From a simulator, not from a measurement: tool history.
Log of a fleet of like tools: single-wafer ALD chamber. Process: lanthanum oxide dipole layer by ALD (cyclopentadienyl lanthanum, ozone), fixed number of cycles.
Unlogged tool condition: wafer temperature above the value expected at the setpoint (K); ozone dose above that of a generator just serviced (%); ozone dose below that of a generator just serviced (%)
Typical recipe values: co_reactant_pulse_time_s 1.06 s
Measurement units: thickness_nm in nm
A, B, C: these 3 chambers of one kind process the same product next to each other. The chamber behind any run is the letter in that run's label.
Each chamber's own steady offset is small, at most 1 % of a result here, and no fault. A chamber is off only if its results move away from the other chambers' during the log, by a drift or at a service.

run,hour,co_reactant_pulse_time_s,hours since the last thermocouple change,hours since the last ozone generator service,"read-back reference wafer on the same gauge, thickness_nm",thickness_nm
1C,11.4,1.06,2575.4,904.7,0.53096,0.50884
2A,21.2,1.06,69.8,111.7,0.53128,0.51131
3B,33.8,1.06,1419.0,710.4,0.53098,0.51336
4A,46.2,1.06,94.8,136.7,0.53095,0.51250
5B,52.3,1.06,1437.5,728.9,0.53082,0.51325
6C,61.2,1.06,2625.2,954.5,0.53115,0.50583
7C,68.5,1.06,2632.5,961.8,0.53057,0.50874
8A,78.1,1.06,126.7,168.6,0.53117,0.51039
9B,84.2,1.06,1469.4,760.8,0.53123,0.51393
10C,90.5,1.06,2654.5,983.8,0.53107,0.50787
11B,101.8,1.06,1487.0,778.4,0.53131,0.51139
12A,113.9,1.06,162.5,204.4,0.53093,0.51043
13B,121.4,1.32,1506.6,798.0,0.53097,0.54030
14A,130.3,1.32,178.9,220.8,0.53091,0.53563
15C,138.7,1.32,2702.7,1032.0,0.53106,0.53973
16B,146.3,1.06,1531.5,822.9,0.53080,0.51291
17C,157.1,1.06,2721.1,1050.4,0.53122,0.50723
18A,168.8,1.06,217.4,259.3,0.53081,0.51027
19B,178.1,0.81,1563.3,854.7,0.53118,0.46694
# hour 183.6: chamber B: ozone generator serviced
20C,186.1,0.81,2750.1,1079.4,0.53092,0.46118
21A,198.6,0.81,247.2,289.1,0.53085,0.46794
22B,210.8,0.69,1596.0,27.3,0.53062,0.43425
23C,219.9,0.69,2783.9,1113.2,0.53111,0.42966
24A,231.3,0.69,279.9,321.8,0.53108,0.43660
25C,242.2,1.06,2806.2,1135.5,0.53113,0.50566
26A,253.4,1.06,302.0,343.9,0.53088,0.51092
27B,265.3,1.36,1650.5,81.8,0.53116,0.54459
28A,274.6,1.36,323.2,365.1,0.53082,0.53970
29C,287.1,1.36,2851.1,1180.4,0.53128,0.53363
30B,295.6,1.06,1680.8,112.1,0.53123,0.51258
31B,304.4,1.06,1689.6,120.9,0.53122,0.51330
32C,310.6,1.06,2874.6,1203.9,0.53099,0.49867
33A,323.1,1.06,371.7,413.6,0.53095,0.50978
34C,332.3,0.86,2896.3,1225.6,0.53117,0.46367
35B,338.7,0.86,1723.9,155.2,0.53093,0.47725
36A,348.6,0.86,397.2,439.1,0.53138,0.47841
37C,358.5,1.06,2922.5,1251.8,0.53085,0.49673
# hour 359.3: chamber C: thermocouple changed; heater temperature recalibrated
38B,367.0,1.06,1752.2,183.5,0.53151,0.51145
39A,374.0,1.06,422.6,464.5,0.53120,0.51081
40C,380.6,0.81,21.3,1273.9,0.53094,0.44731

For the next run the whole fleet of 3 chambers uses the same settings. Give each chamber's results:
41A,389.7,1.06,,,,?
41B,389.7,1.06,,,,?
41C,389.7,1.06,,,,?

run,thickness_nm
41A,0.50836
41B,0.51444
41C,0.49580
